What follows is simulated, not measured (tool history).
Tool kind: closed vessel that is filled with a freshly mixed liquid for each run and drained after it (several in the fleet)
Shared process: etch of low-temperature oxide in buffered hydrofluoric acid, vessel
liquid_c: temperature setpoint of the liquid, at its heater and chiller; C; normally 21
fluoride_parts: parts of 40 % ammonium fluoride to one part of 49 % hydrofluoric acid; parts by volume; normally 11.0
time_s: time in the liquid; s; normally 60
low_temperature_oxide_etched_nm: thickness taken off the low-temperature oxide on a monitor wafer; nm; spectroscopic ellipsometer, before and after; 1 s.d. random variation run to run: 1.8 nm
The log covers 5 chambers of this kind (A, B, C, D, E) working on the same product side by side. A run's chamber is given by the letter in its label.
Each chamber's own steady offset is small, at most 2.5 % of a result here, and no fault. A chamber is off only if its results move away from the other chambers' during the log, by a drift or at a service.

| run | day | liquid_c | fluoride_parts | time_s | hours since the thermometer was replaced | hours since the hydrofluoric acid flow meter was replaced | read-back film thickness of the low-temperature oxide reference wafer, read on the same gauge (nm) | low_temperature_oxide_etched_nm |
|---|---|---|---|---|---|---|---|---|
| 1D | 0.154 | 21 | 11.0 | 60 | 419.3 | 1055.1 | 150.00 | 242.71 |
| 2A | 0.433 | 21 | 11.0 | 60 | 2399.1 | 1467.7 | 149.98 | 244.78 |
| 3E | 0.571 | 21 | 11.0 | 60 | 312.5 | 2125.4 | 149.99 | 240.56 |
| 4B | 0.708 | 21 | 11.0 | 60 | 1912.7 | 314.2 | 149.99 | 243.10 |
| 5C | 0.833 | 21 | 11.0 | 60 | 1671.7 | 1976.2 | 150.00 | 249.62 |
| 6E | 0.954 | 21 | 11.0 | 60 | 321.7 | 2134.6 | 150.00 | 240.17 |
| 7C | 1.096 | 21 | 11.0 | 60 | 1678.0 | 1982.5 | 150.00 | 244.48 |
| 8B | 1.296 | 21 | 11.0 | 60 | 1926.8 | 328.3 | 150.01 | 246.04 |
| 9D | 1.438 | 21 | 11.0 | 60 | 450.1 | 1085.9 | 150.05 | 240.68 |
| 10A | 1.608 | 21 | 11.0 | 60 | 2427.3 | 1495.9 | 149.97 | 248.96 |
| 11E | 1.758 | 21 | 11.0 | 60 | 341.0 | 2153.9 | 149.97 | 243.31 |
| 12A | 1.971 | 21 | 11.0 | 60 | 2436.0 | 1504.6 | 149.97 | 242.11 |
|  | 2.150 | chamber A: thermometer replaced |
| 13D | 2.208 | 21 | 11.0 | 60 | 468.6 | 1104.4 | 150.01 | 239.94 |
|  | 2.279 | chamber E: hydrofluoric acid flow meter replaced |
| 14B | 2.475 | 21 | 11.0 | 60 | 1955.1 | 356.6 | 149.99 | 239.92 |
| 15C | 2.704 | 21 | 11.0 | 60 | 1716.6 | 2021.1 | 150.02 | 247.20 |
| 16B | 2.983 | 21 | 11.0 | 60 | 1967.3 | 368.8 | 150.02 | 244.31 |
| 17D | 3.150 | 21 | 11.0 | 60 | 491.2 | 1127.0 | 149.99 | 240.68 |
| 18C | 3.342 | 21 | 11.0 | 60 | 1731.9 | 2036.4 | 150.01 | 245.79 |
| 19E | 3.612 | 21 | 11.0 | 60 | 385.5 | 32.1 | 150.00 | 240.66 |
| 20A | 3.779 | 21 | 11.0 | 60 | 39.2 | 1548.0 | 150.04 | 242.75 |
| 21E | 4.046 | 21 | 11.0 | 60 | 395.9 | 42.5 | 149.99 | 244.04 |
| 22D | 4.221 | 21 | 11.0 | 60 | 516.9 | 1152.7 | 150.02 | 239.70 |
| 23B | 4.433 | 21 | 11.0 | 60 | 2002.1 | 403.6 | 150.03 | 236.73 |
| 24C | 4.600 | 21 | 11.0 | 60 | 1762.1 | 2066.6 | 150.04 | 243.26 |
| 25A | 4.867 | 21 | 11.0 | 60 | 65.3 | 1574.1 | 150.02 | 242.22 |
| 26D | 5.108 | 21 | 7.5 | 30 | 538.2 | 1174.0 | 150.04 | 167.96 |
| 27C | 5.312 | 21 | 7.5 | 30 | 1779.2 | 2083.7 | 149.96 | 174.89 |
| 28E | 5.517 | 21 | 7.5 | 30 | 431.2 | 77.8 | 150.01 | 171.21 |
| 29A | 5.638 | 21 | 7.5 | 30 | 83.8 | 1592.6 | 150.04 | 173.59 |
| 30B | 5.854 | 21 | 7.5 | 30 | 2036.2 | 437.7 | 150.00 | 164.18 |
| 31B | 6.104 | 21 | 11.0 | 60 | 2042.2 | 443.7 | 150.02 | 229.07 |
|  | 6.250 | chamber C: hydrofluoric acid flow meter replaced |
| 32E | 6.304 | 21 | 11.0 | 60 | 450.1 | 96.7 | 150.01 | 242.08 |
|  | 6.512 | chamber D: hydrofluoric acid flow meter replaced |
| 33D | 6.550 | 21 | 11.0 | 60 | 572.8 | 1.0 | 149.98 | 238.55 |
| 34C | 6.696 | 21 | 11.0 | 60 | 1812.4 | 10.8 | 149.99 | 245.06 |
| 35A | 6.917 | 21 | 11.0 | 60 | 114.5 | 1623.3 | 150.01 | 243.75 |
| 36C | 7.083 | 21 | 11.0 | 60 | 1821.7 | 20.1 | 150.00 | 247.03 |
| 37B | 7.246 | 21 | 11.0 | 60 | 2069.6 | 471.1 | 149.96 | 226.76 |

One chamber off, gauge drift, or nothing amiss beyond the chambers' own small offsets? If it is a chamber, which one, and what is the likeliest cause?

One chamber, B, drifts off from the rest bit by bit.
What lies behind it: hydrofluoric acid flow below the setpoint (%) = 7.82.
The log might look much the same if the cause were instead: liquid colder than its thermometer reads (K).

Chamber B could run next with any of the 4 candidate recipes listed below; each alters the usual settings, and their results appear as question marks. Which one brings its results back in line with what the other chambers deliver on the usual settings?
Allowed miss from the other chambers' usual-settings mean, per result, to count as in line: low_temperature_oxide_etched_nm 6.30 nm
| 38B-1 | 7.446 | 20.5 | 11.0 | 60 |  |  |  | ? |
| 38B-2 | 7.446 | 21.0 | 11.0 | 55 |  |  |  | ? |
| 38B-3 | 7.446 | 21.5 | 11.0 | 60 |  |  |  | ? |
| 38B-4 | 7.446 | 21.5 | 10.5 | 60 |  |  |  | ? |

Mean of the other chambers on the usual settings: low_temperature_oxide_etched_nm 243.47 nm
| run | low_temperature_oxide_etched_nm |
|---|---|
| 38B-1 | 218.79 |
| 38B-2 | 206.23 |
| 38B-3 | 231.43 |
| 38B-4 | 242.27 |
It is 38B-4 that realigns the chamber with its peers.

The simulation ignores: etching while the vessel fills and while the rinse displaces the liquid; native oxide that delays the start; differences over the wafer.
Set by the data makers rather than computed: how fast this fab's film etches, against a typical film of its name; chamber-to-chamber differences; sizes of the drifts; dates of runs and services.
